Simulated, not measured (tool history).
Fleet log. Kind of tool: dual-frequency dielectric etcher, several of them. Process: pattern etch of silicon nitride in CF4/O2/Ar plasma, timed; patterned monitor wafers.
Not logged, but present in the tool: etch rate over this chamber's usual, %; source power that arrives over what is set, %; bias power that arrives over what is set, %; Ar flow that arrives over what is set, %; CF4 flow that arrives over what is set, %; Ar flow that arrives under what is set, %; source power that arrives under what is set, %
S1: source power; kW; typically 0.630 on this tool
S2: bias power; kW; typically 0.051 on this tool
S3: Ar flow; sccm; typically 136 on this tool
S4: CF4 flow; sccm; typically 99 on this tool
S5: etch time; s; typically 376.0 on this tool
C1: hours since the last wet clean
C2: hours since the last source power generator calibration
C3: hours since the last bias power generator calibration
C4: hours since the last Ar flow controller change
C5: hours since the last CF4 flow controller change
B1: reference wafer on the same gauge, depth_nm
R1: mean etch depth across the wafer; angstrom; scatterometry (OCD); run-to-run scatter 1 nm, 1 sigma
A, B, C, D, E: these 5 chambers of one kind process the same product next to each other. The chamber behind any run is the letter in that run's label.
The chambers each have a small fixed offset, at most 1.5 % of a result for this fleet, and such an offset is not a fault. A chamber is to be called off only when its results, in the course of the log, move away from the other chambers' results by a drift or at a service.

Run 1A, hour 8.2: usual settings; C1 345.8; C2 220.6; C3 182.0; C4 995.8; C5 2836.2; B1 850.81. Result: R1 8462.7 angstrom.
Run 2E, hour 23.2: usual settings; C1 73.3; C2 69.4; C3 313.3; C4 2390.5; C5 1599.2; B1 850.86. Result: R1 8430.5 angstrom.
Run 3B, hour 39.3: usual settings; C1 348.2; C2 1435.1; C3 768.5; C4 688.7; C5 408.3; B1 851.22. Result: R1 8481.7 angstrom.
Run 4D, hour 53.5: usual settings; C1 625.1; C2 2423.6; C3 478.0; C4 1865.2; C5 1582.6; B1 851.52. Result: R1 8432.5 angstrom.
Run 5C, hour 66.0: usual settings; C1 220.8; C2 1126.0; C3 191.7; C4 2128.9; C5 1217.4; B1 851.37. Result: R1 8331.9 angstrom.
Run 6C, hour 76.8: usual settings; C1 231.6; C2 1136.8; C3 202.5; C4 2139.7; C5 1228.2; B1 851.88. Result: R1 8326.6 angstrom.
Run 7E, hour 92.8: usual settings but S1 0.790 kW, S5 434.5 s; C1 142.9; C2 139.0; C3 382.9; C4 2460.1; C5 1668.8; B1 852.05. Result: R1 11894.0 angstrom.
Run 8D, hour 100.0: usual settings but S1 0.790 kW, S5 434.5 s; C1 671.6; C2 2470.1; C3 524.5; C4 1911.7; C5 1629.1; B1 852.21. Result: R1 11908.0 angstrom.
Run 9B, hour 112.0: usual settings but S1 0.790 kW, S5 434.5 s; C1 420.9; C2 1507.8; C3 841.2; C4 761.4; C5 481.0; B1 851.61. Result: R1 11939.0 angstrom.
Run 10A, hour 119.3: usual settings but S1 0.790 kW, S5 434.5 s; C1 456.9; C2 331.7; C3 293.1; C4 1106.9; C5 2947.3; B1 851.95. Result: R1 11867.0 angstrom.
At hour 120.7: chamber D: wet clean of the chamber.
Run 11B, hour 133.5: usual settings but S1 0.790 kW, S5 434.5 s; C1 442.4; C2 1529.3; C3 862.7; C4 782.9; C5 502.5; B1 852.19. Result: R1 11945.0 angstrom.
Run 12C, hour 141.9: usual settings; C1 296.7; C2 1201.9; C3 267.6; C4 2204.8; C5 1293.3; B1 852.29. Result: R1 8336.3 angstrom.
Run 13E, hour 152.9: usual settings; C1 203.0; C2 199.1; C3 443.0; C4 2520.2; C5 1728.9; B1 852.40. Result: R1 8420.9 angstrom.
Run 14A, hour 162.4: usual settings; C1 500.0; C2 374.8; C3 336.2; C4 1150.0; C5 2990.4; B1 852.55. Result: R1 8471.8 angstrom.
Run 15D, hour 173.0: usual settings; C1 52.4; C2 2543.1; C3 597.5; C4 1984.7; C5 1702.1; B1 852.72. Result: R1 8455.2 angstrom.
Run 16D, hour 187.2: usual settings; C1 66.6; C2 2557.3; C3 611.7; C4 1998.9; C5 1716.3; B1 852.63. Result: R1 8447.3 angstrom.
Run 17E, hour 195.7: usual settings; C1 245.8; C2 241.9; C3 485.8; C4 2563.0; C5 1771.7; B1 852.90. Result: R1 8433.1 angstrom.
Run 18A, hour 205.7: usual settings but S2 0.059 kW, S4 82 sccm; C1 543.3; C2 418.1; C3 379.5; C4 1193.3; C5 3033.7; B1 852.62. Result: R1 8729.3 angstrom.
Run 19B, hour 216.6: usual settings but S2 0.059 kW, S4 82 sccm; C1 525.5; C2 1612.4; C3 945.8; C4 866.0; C5 585.6; B1 852.66. Result: R1 8753.4 angstrom.
Run 20C, hour 224.0: usual settings but S2 0.059 kW, S4 82 sccm; C1 378.8; C2 1284.0; C3 349.7; C4 2286.9; C5 1375.4; B1 852.82. Result: R1 8617.1 angstrom.
Run 21A, hour 233.1: usual settings but S2 0.059 kW, S4 82 sccm; C1 570.7; C2 445.5; C3 406.9; C4 1220.7; C5 3061.1; B1 852.87. Result: R1 8723.8 angstrom.
At hour 236.6: chamber A: wet clean of the chamber.
At hour 240.5: chamber B: wet clean of the chamber.
Run 22E, hour 240.7: usual settings but S2 0.059 kW, S4 82 sccm; C1 290.8; C2 286.9; C3 530.8; C4 2608.0; C5 1816.7; B1 853.01. Result: R1 8702.3 angstrom.
Run 23D, hour 256.9: usual settings but S5 287.0 s; C1 136.3; C2 2627.0; C3 681.4; C4 2068.6; C5 1786.0; B1 853.09. Result: R1 6452.1 angstrom.
Run 24C, hour 267.4: usual settings but S5 287.0 s; C1 422.2; C2 1327.4; C3 393.1; C4 2330.3; C5 1418.8; B1 853.18. Result: R1 6365.0 angstrom.
Run 25B, hour 279.6: usual settings but S5 287.0 s; C1 39.1; C2 1675.4; C3 1008.8; C4 929.0; C5 648.6; B1 853.39. Result: R1 6484.9 angstrom.
Run 26A, hour 289.6: usual settings but S5 287.0 s; C1 53.1; C2 502.0; C3 463.4; C4 1277.2; C5 3117.6; B1 853.45. Result: R1 6472.3 angstrom.
Run 27E, hour 304.3: usual settings but S5 287.0 s; C1 354.4; C2 350.5; C3 594.4; C4 2671.6; C5 1880.3; B1 853.49. Result: R1 6444.8 angstrom.
Run 28C, hour 313.8: usual settings; C1 468.6; C2 1373.8; C3 439.5; C4 2376.7; C5 1465.2; B1 853.67. Result: R1 8362.7 angstrom.
Run 29D, hour 327.2: usual settings but S1 0.780 kW; C1 206.6; C2 2697.3; C3 751.7; C4 2138.9; C5 1856.3; B1 854.02. Result: R1 10210.0 angstrom.
Run 30B, hour 335.9: usual settings but S1 0.780 kW; C1 95.4; C2 1731.7; C3 1065.1; C4 985.3; C5 704.9; B1 853.99. Result: R1 10268.0 angstrom.
Run 31B, hour 351.4: usual settings but S1 0.780 kW; C1 110.9; C2 1747.2; C3 1080.6; C4 1000.8; C5 720.4; B1 853.83. Result: R1 10266.0 angstrom.
Run 32E, hour 363.9: usual settings but S1 0.780 kW; C1 414.0; C2 410.1; C3 654.0; C4 2731.2; C5 1939.9; B1 853.79. Result: R1 10230.0 angstrom.
Run 33D, hour 373.7: usual settings but S1 0.780 kW; C1 253.1; C2 2743.8; C3 798.2; C4 2185.4; C5 1902.8; B1 854.01. Result: R1 10216.0 angstrom.
Run 34C, hour 389.2: usual settings but S4 107 sccm, S5 434.0 s; C1 544.0; C2 1449.2; C3 514.9; C4 2452.1; C5 1540.6; B1 854.30. Result: R1 9763.9 angstrom.
Run 35A, hour 397.4: usual settings but S4 107 sccm, S5 434.0 s; C1 160.9; C2 609.8; C3 571.2; C4 1385.0; C5 3225.4; B1 854.73. Result: R1 9892.7 angstrom.
Run 36C, hour 404.9: usual settings but S4 107 sccm, S5 434.0 s; C1 559.7; C2 1464.9; C3 530.6; C4 2467.8; C5 1556.3; B1 854.39. Result: R1 9751.8 angstrom.
Run 37B, hour 415.4: usual settings but S4 107 sccm, S5 434.0 s; C1 174.9; C2 1811.2; C3 1144.6; C4 1064.8; C5 784.4; B1 854.57. Result: R1 9907.8 angstrom.
Run 38D, hour 426.2: usual settings but S4 107 sccm, S5 434.0 s; C1 305.6; C2 2796.3; C3 850.7; C4 2237.9; C5 1955.3; B1 854.42. Result: R1 9883.4 angstrom.
Run 39E, hour 436.8: usual settings; C1 486.9; C2 483.0; C3 726.9; C4 2804.1; C5 2012.8; B1 854.68. Result: R1 8458.2 angstrom.
Run 40A, hour 449.0: usual settings; C1 212.5; C2 661.4; C3 622.8; C4 1436.6; C5 3277.0; B1 854.71. Result: R1 8489.0 angstrom.
At hour 452.5: chamber E: wet clean of the chamber.
Run 41A, hour 460.0: usual settings; C1 223.5; C2 672.4; C3 633.8; C4 1447.6; C5 3288.0; B1 854.95. Result: R1 8488.0 angstrom.
Run 42E, hour 471.0: usual settings; C1 18.6; C2 517.2; C3 761.1; C4 2838.3; C5 2047.0; B1 854.97. Result: R1 8490.6 angstrom.
Run 43B, hour 480.0: usual settings; C1 239.5; C2 1875.8; C3 1209.2; C4 1129.4; C5 849.0; B1 854.97. Result: R1 8523.8 angstrom.

The same settings go to every chamber for the next run, one line per chamber below. Forecast the results for each:
Run 44A, hour 491.6: usual settings. Result: R1 ?.
Run 44B, hour 491.6: usual settings. Result: R1 ?.
Run 44C, hour 491.6: usual settings. Result: R1 ?.
Run 44D, hour 491.6: usual settings. Result: R1 ?.
Run 44E, hour 491.6: usual settings. Result: R1 ?.

run      R1
44A  8503.7
44B  8510.0
44C  8373.6
44D  8456.2
44E  8465.3

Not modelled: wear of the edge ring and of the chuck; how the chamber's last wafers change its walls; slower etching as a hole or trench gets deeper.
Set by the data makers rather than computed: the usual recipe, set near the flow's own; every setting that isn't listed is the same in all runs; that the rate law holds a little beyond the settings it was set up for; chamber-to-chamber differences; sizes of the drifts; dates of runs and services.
